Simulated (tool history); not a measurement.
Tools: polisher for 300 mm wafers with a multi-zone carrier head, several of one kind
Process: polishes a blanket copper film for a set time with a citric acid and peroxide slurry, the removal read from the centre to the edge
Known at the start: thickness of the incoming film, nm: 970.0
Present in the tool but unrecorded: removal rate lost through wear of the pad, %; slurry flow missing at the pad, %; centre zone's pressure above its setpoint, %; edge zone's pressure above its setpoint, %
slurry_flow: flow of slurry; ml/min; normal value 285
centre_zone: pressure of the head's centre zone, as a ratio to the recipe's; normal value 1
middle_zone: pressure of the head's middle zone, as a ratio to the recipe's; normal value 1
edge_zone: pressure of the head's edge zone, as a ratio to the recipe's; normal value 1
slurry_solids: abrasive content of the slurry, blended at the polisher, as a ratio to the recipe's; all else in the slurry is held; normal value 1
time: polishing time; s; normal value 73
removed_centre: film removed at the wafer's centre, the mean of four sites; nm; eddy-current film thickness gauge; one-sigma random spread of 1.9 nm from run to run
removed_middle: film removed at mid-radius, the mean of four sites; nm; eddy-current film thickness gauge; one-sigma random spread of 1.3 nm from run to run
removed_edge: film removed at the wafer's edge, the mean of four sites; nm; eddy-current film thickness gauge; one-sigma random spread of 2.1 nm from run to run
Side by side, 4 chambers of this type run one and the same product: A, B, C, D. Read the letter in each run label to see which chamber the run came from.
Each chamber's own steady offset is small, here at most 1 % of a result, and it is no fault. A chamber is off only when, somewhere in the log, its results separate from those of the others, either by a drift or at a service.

run     day  slurry_flow  centre_zone  middle_zone  edge_zone  slurry_solids  time  wafers polished on this pad  hours since the slurry nozzle was cleaned  hours since the centre zone pressure was calibrated  hours since the edge zone pressure was calibrated  removed_centre  removed_middle  removed_edge
 1B   0.275          285            1            1          1              1    73                          389                                      434.7                                                342.4                                              385.4          146.19          145.48        149.12
 2A   0.717          285            1            1          1              1    73                          533                                      147.5                                                480.2                                              290.9          146.51          147.86        142.98
      0.862  -- chamber C: slurry nozzle cleaned
 3C   1.175          285            1            1          1              1    73                          666                                        7.6                                                355.9                                              473.2          145.83          147.36        145.03
      1.704  -- chamber D: worn pad replaced by a new one
 4D   1.708          285            1            1          1              1    73                            1                                      251.1                                                624.8                                              740.3          148.47           146.2        145.06
      1.758  -- chamber A: worn pad replaced by a new one
 5B   2.254          285            1            1          1            1.2    86                          701                                      482.2                                                389.9                                              432.9          176.12          180.63        180.12
 6C   2.575          285            1            1          1            1.2    86                          887                                       41.2                                                389.5                                              506.8          178.13          180.02         176.9
 7A   3.129          285            1            1          1            1.2    86                          216                                      205.4                                                538.1                                              348.8          178.96          180.75        177.21
 8D   3.604          285            1            1          1            1.2    86                          300                                      296.6                                                670.3                                              785.8          178.24          175.75        178.78
      3.821  -- chamber B: slurry nozzle cleaned
 9A   3.946          285            1            1          1              1    73                          345                                        225                                                557.7                                              368.4          144.28          146.84        146.36
10D   4.258          285            1            1          1              1    73                          403                                      312.3                                                  686                                              801.5          144.59          146.25        139.53
      4.712  -- chamber B: worn pad replaced by a new one
11C   4.775          285            1            1          1              1    73                         1234                                         94                                                442.3                                              559.6          145.41          145.73        143.25
12B   5.075          285            1            1          1              1    73                           57                                       30.1                                                457.6                                              500.6          146.12           143.8        148.59
      5.196  -- chamber D: centre zone pressure recalibrated
13B   5.433          345         0.93            1          1              1    73                          113                                       38.7                                                466.2                                              509.2          138.43          149.29        146.84
      5.442  -- chamber D: worn pad replaced by a new one
      5.671  -- chamber A: worn pad replaced by a new one
14C   5.779          345         0.93            1          1              1    73                         1392                                      118.1                                                466.4                                              583.7          137.17          149.75        147.39
15A   6.192          345         0.93            1          1              1    73                           82                                      278.9                                                611.6                                              422.3          137.66          146.73        148.41
16D   6.471          345         0.93            1          1              1    73                          162                                      365.4                                                 30.6                                              854.6          136.93          148.07        150.15
17B   7.029          285            1            1          1              1    73                          365                                         77                                                504.5                                              547.5          147.17          146.84        146.42
      7.383  -- chamber C: worn pad replaced by a new one
18D   7.492          285            1            1          1              1    73                          323                                      389.9                                                 55.1                                              879.1          145.08          143.44        145.84
19C   7.921          285            1            1          1              1    73                           85                                      169.5                                                517.8                                              635.1          148.28          149.16        145.78
20A   8.204          285            1            1          1              1    73                          399                                      327.2                                                659.9                                              470.6          145.88          146.14        146.33
21A   8.617          285            1            1          1              1    73                          465                                      337.1                                                669.8                                              480.5          143.67          147.83        148.04
22C   8.892          285            1            1          1              1    73                          238                                      192.8                                                541.1                                              658.4          147.27          146.44        145.37
23D   9.229          285            1            1          1              1    73                          598                                      431.6                                                 96.8                                              920.8          144.14          145.76        146.77
       9.35  -- chamber D: worn pad replaced by a new one
24B   9.808          285            1            1          1            1.2    73                          804                                      143.7                                                571.2                                              614.2          155.86          153.38        155.49
      9.921  -- chamber A: worn pad replaced by a new one
     10.192  -- chamber B: worn pad replaced by a new one
25C  10.417          285            1            1          1            1.2    73                          479                                      229.4                                                577.7                                                695          153.82          152.74        150.83
26D  10.983          285            1            1          1            1.2    73                          258                                      473.7                                                138.9                                              962.9          150.67           149.6        154.15
     11.117  -- chamber C: slurry nozzle cleaned
27A  11.454          285            1            1          1            1.2    73                          242                                      405.2                                                737.9                                              548.6          151.12           152.1        150.49
28B  12.062          285            1            1          1              1    73                          295                                      197.8                                                625.3                                              668.3          156.85          148.58        145.44
29B  12.554          325            1         1.11          1              1    73                          373                                      209.6                                                637.1                                              680.1          161.23          163.63        148.33
     12.888  -- chamber D: worn pad replaced by a new one
30C  13.075          325            1         1.11          1              1    73                          898                                       47.1                                                641.5                                              758.8          151.34          163.76        147.22
     13.458  -- chamber D: slurry nozzle cleaned
31A  13.638          325            1         1.11          1              1    73                          586                                      457.6                                                790.3                                                601          145.53           161.6        144.26
32D  13.979          325            1         1.11          1              1    73                          172                                       12.6                                                210.8                                             1034.8          149.58           159.3        141.33

Next, all 4 chambers run the settings below, one line each with question marks for the results. What does each chamber give?
33A  14.425          285            1            1          1              1    73                                                                                                                                                                                               ?               ?             ?
33B  14.425          285            1            1          1              1    73                                                                                                                                                                                               ?               ?             ?
33C  14.425          285            1            1          1              1    73                                                                                                                                                                                               ?               ?             ?
33D  14.425          285            1            1          1              1    73                                                                                                                                                                                               ?               ?             ?

run  removed_centre  removed_middle  removed_edge
33A          145.37          148.69        146.74
33B           154.5          147.32        148.92
33C          146.28          145.45        146.38
33D          146.96          144.57        144.16
